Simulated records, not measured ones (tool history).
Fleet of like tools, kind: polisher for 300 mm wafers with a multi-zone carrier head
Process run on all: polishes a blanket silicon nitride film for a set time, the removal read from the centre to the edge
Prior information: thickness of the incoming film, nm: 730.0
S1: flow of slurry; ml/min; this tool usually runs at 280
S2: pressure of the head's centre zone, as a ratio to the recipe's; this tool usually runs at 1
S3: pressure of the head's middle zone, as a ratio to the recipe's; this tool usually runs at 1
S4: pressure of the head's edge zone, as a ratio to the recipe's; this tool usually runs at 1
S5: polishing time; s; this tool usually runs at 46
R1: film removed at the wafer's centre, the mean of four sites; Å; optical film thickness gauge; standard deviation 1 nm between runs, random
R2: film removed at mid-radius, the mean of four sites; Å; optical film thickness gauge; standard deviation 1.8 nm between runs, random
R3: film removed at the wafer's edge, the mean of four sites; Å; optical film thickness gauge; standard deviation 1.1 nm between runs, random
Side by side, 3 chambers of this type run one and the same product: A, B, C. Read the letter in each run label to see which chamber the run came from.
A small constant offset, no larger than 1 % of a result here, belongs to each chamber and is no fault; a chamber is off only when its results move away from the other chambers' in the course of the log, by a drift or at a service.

run 1B hour=4.7 | S1=280 S2=1 S3=1 S4=1 S5=46 | R1=1212.3 R2=1225.8 R3=1202
run 2A hour=8.2 | S1=280 S2=1 S3=1 S4=1 S5=46 | R1=1211.3 R2=1213.4 R3=1210.2
-- hour=10.1 chamber B: worn pad replaced by a new one
run 3C hour=12.2 | S1=280 S2=1 S3=1 S4=1 S5=46 | R1=1200.6 R2=1199.9 R3=1210.3
run 4B hour=14.8 | S1=280 S2=1 S3=1 S4=1 S5=46 | R1=1202 R2=1216.8 R3=1223.4
run 5C hour=19.1 | S1=280 S2=1 S3=1 S4=1 S5=46 | R1=1192.7 R2=1220.2 R3=1196.5
run 6A hour=24 | S1=200 S2=1.05 S3=1 S4=1 S5=46 | R1=1213.2 R2=1166.9 R3=1166.4
-- hour=25.9 chamber C: slurry nozzle cleaned
run 7C hour=28.8 | S1=200 S2=1.05 S3=1 S4=1 S5=46 | R1=1218.8 R2=1157.7 R3=1153.5
run 8A hour=31.4 | S1=200 S2=1.05 S3=1 S4=1 S5=46 | R1=1222.4 R2=1176.9 R3=1161.5
-- hour=32.9 chamber A: worn pad replaced by a new one
run 9B hour=34.2 | S1=280 S2=1 S3=1 S4=1 S5=46 | R1=1210.3 R2=1199.1 R3=1194.8
run 10C hour=39.5 | S1=280 S2=1 S3=1 S4=1 S5=46 | R1=1183.1 R2=1196.6 R3=1191.2
run 11A hour=43.5 | S1=280 S2=1 S3=1 S4=1 S5=46 | R1=1214.5 R2=1194.8 R3=1219.1
run 12B hour=48.4 | S1=280 S2=1 S3=1 S4=1 S5=53 | R1=1391.8 R2=1394.1 R3=1390.7
run 13C hour=51.7 | S1=280 S2=1 S3=1 S4=1 S5=53 | R1=1393.9 R2=1377.2 R3=1360.6
run 14B hour=54.3 | S1=280 S2=1 S3=1 S4=1 S5=53 | R1=1390.2 R2=1355.3 R3=1402.3
run 15A hour=57.7 | S1=280 S2=1 S3=1 S4=1 S5=46 | R1=1216 R2=1198.8 R3=1210.6
run 16A hour=63.1 | S1=280 S2=1 S3=1 S4=1 S5=46 | R1=1212.7 R2=1211.8 R3=1204.8
run 17B hour=66.6 | S1=280 S2=1 S3=1 S4=1 S5=46 | R1=1222.5 R2=1204.2 R3=1201.6
run 18C hour=71.9 | S1=280 S2=1 S3=1 S4=1 S5=46 | R1=1215.3 R2=1180.4 R3=1216.3
-- hour=72 chamber C: worn pad replaced by a new one
run 19C hour=75.3 | S1=280 S2=1 S3=1 S4=1 S5=46 | R1=1194 R2=1203.3 R3=1228.1
run 20B hour=79.5 | S1=280 S2=0.89 S3=1 S4=1.05 S5=46 | R1=1075.5 R2=1197.1 R3=1246.7
run 21A hour=83.7 | S1=280 S2=0.89 S3=1 S4=1.05 S5=46 | R1=1047.1 R2=1210.5 R3=1223.3
run 22C hour=88.3 | S1=280 S2=0.89 S3=1 S4=1.05 S5=46 | R1=1066.8 R2=1197.8 R3=1229.8
run 23B hour=92.7 | S1=280 S2=1 S3=1 S4=1 S5=46 | R1=1218.4 R2=1209.3 R3=1195
run 24A hour=96.4 | S1=280 S2=1 S3=1 S4=1 S5=46 | R1=1212.5 R2=1207.8 R3=1218.9
-- hour=99.4 chamber A: worn pad replaced by a new one
run 25B hour=101 | S1=280 S2=1 S3=1 S4=1 S5=46 | R1=1206.8 R2=1200.1 R3=1203.1
run 26C hour=103.9 | S1=325 S2=1.09 S3=1 S4=1 S5=46 | R1=1340.2 R2=1176.7 R3=1203.1
-- hour=104.9 chamber B: worn pad replaced by a new one
run 27A hour=109.3 | S1=325 S2=1.09 S3=1 S4=1 S5=46 | R1=1353.2 R2=1210.5 R3=1226.3
run 28A hour=114.3 | S1=325 S2=1.09 S3=1 S4=1 S5=46 | R1=1351.5 R2=1247.6 R3=1214.5
run 29C hour=119.6 | S1=335 S2=0.94 S3=1 S4=1 S5=46 | R1=1134.9 R2=1214.5 R3=1233
run 30B hour=124.6 | S1=335 S2=0.94 S3=1 S4=1 S5=46 | R1=1154.9 R2=1221.1 R3=1205.6
run 31A hour=127.8 | S1=335 S2=0.94 S3=1 S4=1 S5=46 | R1=1142.8 R2=1224.8 R3=1220.8
run 32C hour=132.1 | S1=280 S2=1 S3=1 S4=1 S5=46 | R1=1184.8 R2=1173.4 R3=1187.6
run 33B hour=135.8 | S1=280 S2=1 S3=1 S4=1 S5=46 | R1=1207.5 R2=1227 R3=1204.8
run 34A hour=139.5 | S1=280 S2=1 S3=1 S4=1 S5=46 | R1=1229.4 R2=1187.3 R3=1216.3
run 35B hour=143.7 | S1=280 S2=1 S3=1 S4=1 S5=46 | R1=1216.2 R2=1222 R3=1208.5
run 36C hour=146.6 | S1=280 S2=1 S3=1 S4=1 S5=46 | R1=1216.9 R2=1192.7 R3=1200.1
run 37A hour=151.1 | S1=280 S2=1 S3=1 S4=1 S5=46 | R1=1197.9 R2=1205.2 R3=1221.6
run 38B hour=155.8 | S1=280 S2=1 S3=1 S4=1 S5=46 | R1=1233.5 R2=1210.9 R3=1203.4
-- hour=157 chamber A: worn pad replaced by a new one
run 39C hour=158.7 | S1=280 S2=1 S3=1 S4=1 S5=46 | R1=1186.1 R2=1213.5 R3=1195.5
run 40B hour=163.7 | S1=280 S2=1 S3=1 S4=1 S5=46 | R1=1213.7 R2=1237.1 R3=1211.2
-- hour=166.9 chamber C: worn pad replaced by a new one
run 41A hour=169.2 | S1=280 S2=1 S3=1 S4=1 S5=46 | R1=1221.5 R2=1191.7 R3=1216.5
run 42C hour=173 | S1=280 S2=1 S3=1 S4=1 S5=46 | R1=1208 R2=1206.1 R3=1211.2
run 43A hour=177.2 | S1=280 S2=1 S3=1 S4=1 S5=59 | R1=1552.1 R2=1559.9 R3=1546

Which is it: a chamber that has drifted or been left off by a service, a gauge drift common to all chambers, or only each chamber's usual small offset? If a chamber is off, name it and its likeliest cause.

No chamber is off and the gauge is stable; the differences are just each chamber's small, constant offset.
